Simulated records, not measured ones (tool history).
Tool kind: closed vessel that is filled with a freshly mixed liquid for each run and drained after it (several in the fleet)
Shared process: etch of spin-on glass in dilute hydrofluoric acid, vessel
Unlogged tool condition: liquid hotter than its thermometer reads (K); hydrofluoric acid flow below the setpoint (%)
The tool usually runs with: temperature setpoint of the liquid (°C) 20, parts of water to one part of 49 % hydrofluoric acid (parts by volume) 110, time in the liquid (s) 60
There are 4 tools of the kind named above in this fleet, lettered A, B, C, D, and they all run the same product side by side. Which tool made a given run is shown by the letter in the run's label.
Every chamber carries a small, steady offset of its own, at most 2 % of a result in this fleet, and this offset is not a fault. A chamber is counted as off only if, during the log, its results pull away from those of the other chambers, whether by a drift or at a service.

| run | day | temperature setpoint of the liquid (°C) | parts of water to one part of 49 % hydrofluoric acid (parts by volume) | time in the liquid (s) | hours since the thermometer was replaced | hours since the hydrofluoric acid flow meter was replaced | read-back film thickness of the spin-on glass reference wafer, read on the same gauge (nm) | thickness taken off the spin-on glass on a monitor wafer (Å) |
|---|---|---|---|---|---|---|---|---|
| 1D | 0.188 | 20 | 110 | 60 | 780.6 | 266.0 | 110.00 | 156.43 |
| 2A | 0.367 | 20 | 110 | 60 | 2358.3 | 489.3 | 110.01 | 155.80 |
| 3B | 0.575 | 20 | 110 | 60 | 2255.5 | 317.8 | 109.99 | 161.21 |
| 4C | 0.808 | 20 | 110 | 60 | 363.7 | 802.1 | 110.03 | 159.20 |
| 5A | 1.083 | 20 | 110 | 60 | 2375.5 | 506.5 | 109.99 | 157.56 |
| 6C | 1.404 | 20 | 110 | 60 | 378.0 | 816.4 | 110.06 | 159.06 |
| 7D | 1.779 | 20 | 110 | 60 | 818.8 | 304.2 | 110.06 | 159.78 |
| 8B | 2.171 | 20 | 110 | 60 | 2293.8 | 356.1 | 110.03 | 160.50 |
| 9C | 2.458 | 20 | 65 | 90 | 403.3 | 841.7 | 110.02 | 421.66 |
| 10A | 2.829 | 20 | 65 | 90 | 2417.4 | 548.4 | 109.97 | 411.08 |
| 11B | 3.058 | 20 | 65 | 90 | 2315.1 | 377.4 | 109.99 | 425.31 |
| 12D | 3.279 | 20 | 65 | 90 | 854.8 | 340.2 | 109.98 | 423.68 |
| 13D | 3.554 | 20 | 110 | 60 | 861.4 | 346.8 | 110.00 | 158.80 |
|  | 3.896 | chamber D: thermometer replaced |
| 14C | 3.904 | 20 | 90 | 60 | 438.0 | 876.4 | 110.01 | 193.94 |
| 15B | 4.204 | 20 | 90 | 60 | 2342.6 | 404.9 | 109.97 | 198.10 |
| 16A | 4.588 | 20 | 90 | 60 | 2459.6 | 590.6 | 110.02 | 194.48 |
| 17D | 4.800 | 20 | 90 | 60 | 21.8 | 376.7 | 110.00 | 198.95 |
| 18A | 5.008 | 20 | 110 | 60 | 2469.7 | 600.7 | 109.99 | 156.27 |
| 19B | 5.262 | 20 | 110 | 60 | 2368.0 | 430.3 | 110.01 | 160.64 |
| 20C | 5.567 | 20 | 110 | 60 | 477.9 | 916.3 | 110.01 | 152.35 |
| 21B | 5.871 | 20 | 110 | 60 | 2382.6 | 444.9 | 109.98 | 159.82 |
| 22C | 6.279 | 20 | 110 | 60 | 495.0 | 933.4 | 109.97 | 153.46 |
| 23D | 6.629 | 20 | 110 | 60 | 65.7 | 420.6 | 110.03 | 160.12 |
| 24A | 6.808 | 20 | 110 | 60 | 2512.9 | 643.9 | 109.98 | 155.16 |
| 25A | 7.133 | 20 | 110 | 60 | 2520.7 | 651.7 | 110.00 | 156.59 |
| 26C | 7.404 | 20 | 110 | 60 | 522.0 | 960.4 | 110.00 | 149.47 |
| 27B | 7.662 | 20 | 110 | 60 | 2425.6 | 487.9 | 109.99 | 159.97 |
| 28D | 8.017 | 17 | 60 | 60 | 99.0 | 453.9 | 110.04 | 268.51 |
| 29B | 8.425 | 17 | 60 | 60 | 2443.9 | 506.2 | 110.02 | 275.40 |
| 30A | 8.692 | 17 | 60 | 60 | 2558.1 | 689.1 | 109.96 | 268.07 |
| 31D | 9.067 | 17 | 60 | 60 | 124.2 | 479.1 | 109.95 | 268.42 |
| 32C | 9.379 | 20 | 80 | 50 | 569.4 | 1007.8 | 109.97 | 172.82 |
| 33C | 9.683 | 20 | 80 | 50 | 576.7 | 1015.1 | 110.02 | 173.18 |
| 34A | 9.888 | 20 | 80 | 50 | 2586.8 | 717.8 | 110.04 | 184.60 |
| 35D | 10.150 | 20 | 80 | 50 | 150.2 | 505.1 | 109.97 | 186.67 |
| 36B | 10.404 | 20 | 110 | 60 | 2491.4 | 553.7 | 109.98 | 161.21 |
| 37C | 10.638 | 20 | 110 | 60 | 599.6 | 1038.0 | 109.98 | 143.99 |
| 38D | 11.033 | 20 | 110 | 60 | 171.4 | 526.3 | 109.97 | 157.79 |
| 39B | 11.383 | 20 | 110 | 60 | 2514.9 | 577.2 | 109.94 | 162.22 |

All 4 chambers run these settings next. Forecast each chamber's results:
| 40A | 11.679 | 20 | 110 | 60 |  |  |  | ? |
| 40B | 11.679 | 20 | 110 | 60 |  |  |  | ? |
| 40C | 11.679 | 20 | 110 | 60 |  |  |  | ? |
| 40D | 11.679 | 20 | 110 | 60 |  |  |  | ? |

| run | thickness taken off the spin-on glass on a monitor wafer (Å) |
|---|---|
| 40A | 155.60 |
| 40B | 160.77 |
| 40C | 143.55 |
| 40D | 159.85 |

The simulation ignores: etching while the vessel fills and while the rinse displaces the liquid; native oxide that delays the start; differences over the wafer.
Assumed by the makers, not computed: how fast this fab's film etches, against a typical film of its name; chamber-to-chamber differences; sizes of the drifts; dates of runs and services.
